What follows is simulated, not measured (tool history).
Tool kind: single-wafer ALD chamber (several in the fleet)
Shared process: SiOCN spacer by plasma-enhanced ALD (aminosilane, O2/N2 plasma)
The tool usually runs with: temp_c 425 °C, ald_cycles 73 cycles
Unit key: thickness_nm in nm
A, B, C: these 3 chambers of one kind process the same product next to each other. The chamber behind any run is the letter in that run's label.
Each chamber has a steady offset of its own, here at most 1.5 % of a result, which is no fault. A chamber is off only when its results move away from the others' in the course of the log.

run,day,temp_c,ald_cycles,hours since the last thermocouple change,"read-back reference wafer on the same gauge, thickness_nm",thickness_nm
1B,0.221,425,73,201.0,4.7738,4.1259
2A,0.362,425,73,1913.4,4.7663,4.0510
3C,0.633,425,73,34.8,4.7779,4.1317
4B,0.871,425,73,216.6,4.7742,4.0809
5A,1.033,425,73,1929.5,4.7744,4.0777
6C,1.208,425,73,48.6,4.7726,4.1205
7C,1.346,425,73,51.9,4.7666,4.0740
8B,1.521,425,73,232.2,4.7713,4.1555
9A,1.796,425,79,1947.8,4.7746,4.3956
10C,2.033,425,79,68.4,4.7652,4.3886
11B,2.308,425,79,251.1,4.7661,4.4947
12A,2.475,425,73,1964.1,4.7709,4.0727
13C,2.650,425,73,83.2,4.7686,4.0898
14A,2.917,425,73,1974.7,4.7662,4.0806
15B,3.079,425,73,269.6,4.7632,4.1469
16B,3.333,411,85,275.7,4.7668,5.0600
17C,3.521,411,85,104.1,4.7740,4.9779
18A,3.646,411,85,1992.2,4.7694,4.9310
19B,3.879,425,73,288.8,4.7727,4.1265
20C,4.054,438,62,116.9,4.7706,3.3467
21A,4.262,438,62,2007.0,4.7650,3.3230
22B,4.433,438,62,302.1,4.7701,3.3528
23A,4.583,425,73,2014.7,4.7646,4.0993
24C,4.746,425,73,133.5,4.7676,4.0761
25A,4.971,425,73,2024.0,4.7691,4.0748
26B,5.162,425,73,319.6,4.7730,4.1164
27C,5.396,425,87,149.1,4.7659,4.9057
28A,5.583,425,87,2038.7,4.7695,4.8536
29C,5.750,425,87,157.6,4.7640,4.9386
30B,5.983,415,85,339.3,4.7664,4.9513
31C,6.129,415,85,166.7,4.7677,4.9464
32A,6.375,415,85,2057.7,4.7697,4.8600
33B,6.508,425,73,351.9,4.7714,4.0869
34C,6.683,425,73,180.0,4.7684,4.0997
35A,6.867,425,73,2069.5,4.7671,4.0941
36B,7.071,425,73,365.4,4.7686,4.1233
37C,7.212,425,73,192.7,4.7710,4.0715
38B,7.425,425,73,373.9,4.7690,4.1201

For the next run the whole fleet of 3 chambers uses the same settings. Give each chamber's results:
39A,7.629,425,73,,,?
39B,7.629,425,73,,,?
39C,7.629,425,73,,,?

run,thickness_nm
39A,4.0855
39B,4.1325
39C,4.0805

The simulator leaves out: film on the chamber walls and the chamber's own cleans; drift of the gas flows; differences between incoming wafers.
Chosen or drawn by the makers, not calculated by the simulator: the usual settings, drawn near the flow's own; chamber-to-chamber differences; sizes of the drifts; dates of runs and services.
